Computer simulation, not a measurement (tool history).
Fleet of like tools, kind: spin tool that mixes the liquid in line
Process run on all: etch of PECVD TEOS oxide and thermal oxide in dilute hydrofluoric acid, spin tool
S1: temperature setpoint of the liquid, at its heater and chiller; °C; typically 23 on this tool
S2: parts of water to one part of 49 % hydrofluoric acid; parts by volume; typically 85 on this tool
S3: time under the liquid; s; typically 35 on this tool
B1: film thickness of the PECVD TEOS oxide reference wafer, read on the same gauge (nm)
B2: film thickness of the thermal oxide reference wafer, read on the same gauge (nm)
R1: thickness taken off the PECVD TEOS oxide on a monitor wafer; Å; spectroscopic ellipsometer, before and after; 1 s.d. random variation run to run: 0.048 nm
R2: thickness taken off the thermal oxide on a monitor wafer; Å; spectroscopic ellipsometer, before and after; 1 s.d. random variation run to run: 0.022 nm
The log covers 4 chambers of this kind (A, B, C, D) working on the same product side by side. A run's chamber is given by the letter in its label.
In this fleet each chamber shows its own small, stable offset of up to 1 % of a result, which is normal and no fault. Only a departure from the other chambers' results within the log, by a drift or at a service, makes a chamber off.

run	hour	S1	S2	S3	B1	B2	R1	R2
1B	5.9	23	85	35	59.968	30.01	60.664	18.572
2A	12.6	23	85	35	59.978	30.01	60.567	18.831
3C	22.9	23	85	35	59.994	30.021	59.968	18.46
4D	31.5	23	85	35	59.998	29.963	60.958	18.826
5C	41.6	23	85	35	59.998	30.001	59.399	18.389
6A	48.9	23	85	35	59.996	30.006	60.875	19.043
7D	55	23	85	35	60.013	30.027	61.15	18.257
8B	62.9	23	85	35	60.015	29.989	60.464	18.882
9C	74.1	23	85	35	60.01	29.97	60.754	18.687
# hour 79.6: chamber C: thermometer replaced
10B	82.5	23	85	35	60.009	29.969	60.808	18.666
11A	92.1	23	85	35	60.01	29.947	60.007	18.739
12D	100	26	110	35	59.976	30.041	51.387	15.617
13C	109	26	110	35	60.011	29.984	50.661	15.874
14D	120.1	26	110	35	60.007	29.984	51.513	15.442
15A	129	26	110	35	59.987	29.962	51.024	15.949
16B	134.6	23	85	35	59.987	30.005	59.517	19.032
17B	144.2	23	85	35	59.998	30.003	59.489	19.007
18D	152.4	23	85	35	59.998	29.983	62.115	19.158
# hour 154.5: chamber D: hydrofluoric acid flow meter replaced
19A	158.6	23	85	35	59.985	30.028	60.249	18.619
20C	169.2	23	85	35	59.999	30.017	60.21	18.866
21C	180.2	23	85	35	59.983	29.948	60.042	18.634
22A	188.8	23	85	35	60.008	30.011	60.455	18.848
23B	195.9	23	85	35	60.009	30.015	60.281	18.709
24D	204.4	23	85	35	59.995	30.004	60.906	18.943
25C	213.2	23	85	35	60.008	30.021	59.752	18.567
26D	222.7	23	85	35	59.976	29.984	61.289	18.747

Decide between three cases: one chamber stands off from its peers, the gauge reading all wafers drifts, or nothing is wrong past each chamber's small offset. Where a chamber is off, say which and what most likely put it there.

Neither any chamber nor the gauge drifts; the chambers differ only by their own small, steady offsets.
